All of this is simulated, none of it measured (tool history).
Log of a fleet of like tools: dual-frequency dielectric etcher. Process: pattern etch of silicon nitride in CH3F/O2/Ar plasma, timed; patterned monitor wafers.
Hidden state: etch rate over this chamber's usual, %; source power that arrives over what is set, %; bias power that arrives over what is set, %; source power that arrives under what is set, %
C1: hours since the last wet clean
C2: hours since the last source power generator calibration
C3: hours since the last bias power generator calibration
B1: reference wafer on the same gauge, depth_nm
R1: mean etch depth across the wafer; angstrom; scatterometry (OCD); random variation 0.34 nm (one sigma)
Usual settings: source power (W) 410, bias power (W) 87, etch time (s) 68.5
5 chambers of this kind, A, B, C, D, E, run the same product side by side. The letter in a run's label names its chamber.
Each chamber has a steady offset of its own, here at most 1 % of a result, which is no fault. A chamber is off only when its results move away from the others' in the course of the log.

At hour 2.5: chamber D: wet clean of the chamber.
Run 1E, hour 10.3: usual settings; C1 104.5; C2 2254.3; C3 383.1; B1 45.071. Result: R1 513.19 angstrom.
Run 2A, hour 19.9: usual settings; C1 140.1; C2 736.7; C3 703.3; B1 44.943. Result: R1 518.57 angstrom.
Run 3B, hour 26.1: usual settings; C1 330.9; C2 804.2; C3 2733.5; B1 45.098. Result: R1 524.95 angstrom.
Run 4D, hour 36.0: usual settings; C1 33.5; C2 2721.8; C3 268.5; B1 45.012. Result: R1 518.05 angstrom.
Run 5C, hour 43.0: usual settings; C1 59.5; C2 652.8; C3 708.2; B1 44.945. Result: R1 523.40 angstrom.
Run 6B, hour 50.9: usual settings; C1 355.7; C2 829.0; C3 2758.3; B1 44.969. Result: R1 523.55 angstrom.
Run 7E, hour 59.2: usual settings; C1 153.4; C2 2303.2; C3 432.0; B1 45.095. Result: R1 517.09 angstrom.
Run 8A, hour 70.9: usual settings; C1 191.1; C2 787.7; C3 754.3; B1 44.990. Result: R1 515.80 angstrom.
Run 9D, hour 79.0: usual settings; C1 76.5; C2 2764.8; C3 311.5; B1 45.072. Result: R1 519.12 angstrom.
Run 10C, hour 90.6: usual settings but source power (W) 460, bias power (W) 80; C1 107.1; C2 700.4; C3 755.8; B1 45.009. Result: R1 522.74 angstrom.
Run 11C, hour 95.8: usual settings but source power (W) 460, bias power (W) 80; C1 112.3; C2 705.6; C3 761.0; B1 44.997. Result: R1 531.49 angstrom.
Run 12B, hour 106.5: usual settings but source power (W) 460, bias power (W) 80; C1 411.3; C2 884.6; C3 2813.9; B1 44.947. Result: R1 528.35 angstrom.
Run 13A, hour 112.4: usual settings but source power (W) 460, bias power (W) 80; C1 232.6; C2 829.2; C3 795.8; B1 44.997. Result: R1 520.78 angstrom.
Run 14D, hour 122.6: usual settings but source power (W) 460, bias power (W) 80; C1 120.1; C2 2808.4; C3 355.1; B1 44.999. Result: R1 524.80 angstrom.
Run 15E, hour 133.7: usual settings; C1 227.9; C2 2377.7; C3 506.5; B1 44.958. Result: R1 519.69 angstrom.
Run 16D, hour 141.5: usual settings; C1 139.0; C2 2827.3; C3 374.0; B1 44.955. Result: R1 511.90 angstrom.
At hour 146.1: chamber B: wet clean of the chamber.
Run 17B, hour 150.6: usual settings; C1 4.6; C2 928.7; C3 2858.0; B1 45.022. Result: R1 521.51 angstrom.
At hour 153.3: chamber D: source power generator calibrated.
Run 18C, hour 157.5: usual settings; C1 174.0; C2 767.3; C3 822.7; B1 45.002. Result: R1 529.33 angstrom.
Run 19A, hour 163.1: usual settings; C1 283.3; C2 879.9; C3 846.5; B1 44.978. Result: R1 517.43 angstrom.
Run 20E, hour 173.2: usual settings; C1 267.4; C2 2417.2; C3 546.0; B1 45.030. Result: R1 521.16 angstrom.
Run 21A, hour 181.5: usual settings; C1 301.7; C2 898.3; C3 864.9; B1 45.038. Result: R1 517.79 angstrom.
Run 22E, hour 190.9: usual settings; C1 285.1; C2 2434.9; C3 563.7; B1 45.055. Result: R1 508.77 angstrom.
Run 23C, hour 198.1: usual settings; C1 214.6; C2 807.9; C3 863.3; B1 45.045. Result: R1 521.96 angstrom.
Run 24B, hour 206.3: usual settings; C1 60.3; C2 984.4; C3 2913.7; B1 44.915. Result: R1 519.09 angstrom.
Run 25D, hour 214.0: usual settings; C1 211.5; C2 60.8; C3 446.5; B1 45.012. Result: R1 514.21 angstrom.
Run 26B, hour 219.1: usual settings; C1 73.1; C2 997.2; C3 2926.5; B1 44.985. Result: R1 516.43 angstrom.
Run 27C, hour 227.9: usual settings; C1 244.4; C2 837.7; C3 893.1; B1 45.018. Result: R1 515.09 angstrom.
Run 28D, hour 239.8: usual settings; C1 237.3; C2 86.6; C3 472.3; B1 45.087. Result: R1 517.85 angstrom.
Run 29E, hour 249.0: usual settings; C1 343.2; C2 2493.0; C3 621.8; B1 44.915. Result: R1 516.11 angstrom.
At hour 259.1: chamber E: wet clean of the chamber.
Run 30A, hour 259.9: usual settings; C1 380.1; C2 976.7; C3 943.3; B1 44.980. Result: R1 514.94 angstrom.
Run 31A, hour 271.2: usual settings; C1 391.4; C2 988.0; C3 954.6; B1 45.036. Result: R1 516.38 angstrom.
Run 32E, hour 279.8: usual settings; C1 20.7; C2 2523.8; C3 652.6; B1 45.023. Result: R1 516.00 angstrom.
Run 33C, hour 290.7: usual settings; C1 307.2; C2 900.5; C3 955.9; B1 45.015. Result: R1 516.07 angstrom.
Run 34B, hour 302.0: usual settings but source power (W) 440; C1 156.0; C2 1080.1; C3 3009.4; B1 45.047. Result: R1 536.49 angstrom.
Run 35D, hour 312.1: usual settings but source power (W) 440; C1 309.6; C2 158.9; C3 544.6; B1 45.005. Result: R1 523.62 angstrom.
Run 36D, hour 320.3: usual settings but source power (W) 440; C1 317.8; C2 167.1; C3 552.8; B1 44.927. Result: R1 525.14 angstrom.
Run 37A, hour 327.9: usual settings but source power (W) 440; C1 448.1; C2 1044.7; C3 1011.3; B1 45.051. Result: R1 522.04 angstrom.
Run 38B, hour 339.1: usual settings but source power (W) 440; C1 193.1; C2 1117.2; C3 3046.5; B1 45.026. Result: R1 537.54 angstrom.
Run 39C, hour 346.1: usual settings; C1 362.6; C2 955.9; C3 1011.3; B1 44.911. Result: R1 521.41 angstrom.
Run 40E, hour 352.7: usual settings; C1 93.6; C2 2596.7; C3 725.5; B1 44.996. Result: R1 516.55 angstrom.
Run 41B, hour 363.2: usual settings; C1 217.2; C2 1141.3; C3 3070.6; B1 45.008. Result: R1 526.88 angstrom.
Run 42D, hour 369.5: usual settings; C1 367.0; C2 216.3; C3 602.0; B1 45.041. Result: R1 512.57 angstrom.

Is one chamber off against the others, does the gauge drift, or is nothing wrong? If a chamber is off, say which, and what the likeliest cause is.

No chamber stands off beyond its own small offset, and the gauge holds steady.

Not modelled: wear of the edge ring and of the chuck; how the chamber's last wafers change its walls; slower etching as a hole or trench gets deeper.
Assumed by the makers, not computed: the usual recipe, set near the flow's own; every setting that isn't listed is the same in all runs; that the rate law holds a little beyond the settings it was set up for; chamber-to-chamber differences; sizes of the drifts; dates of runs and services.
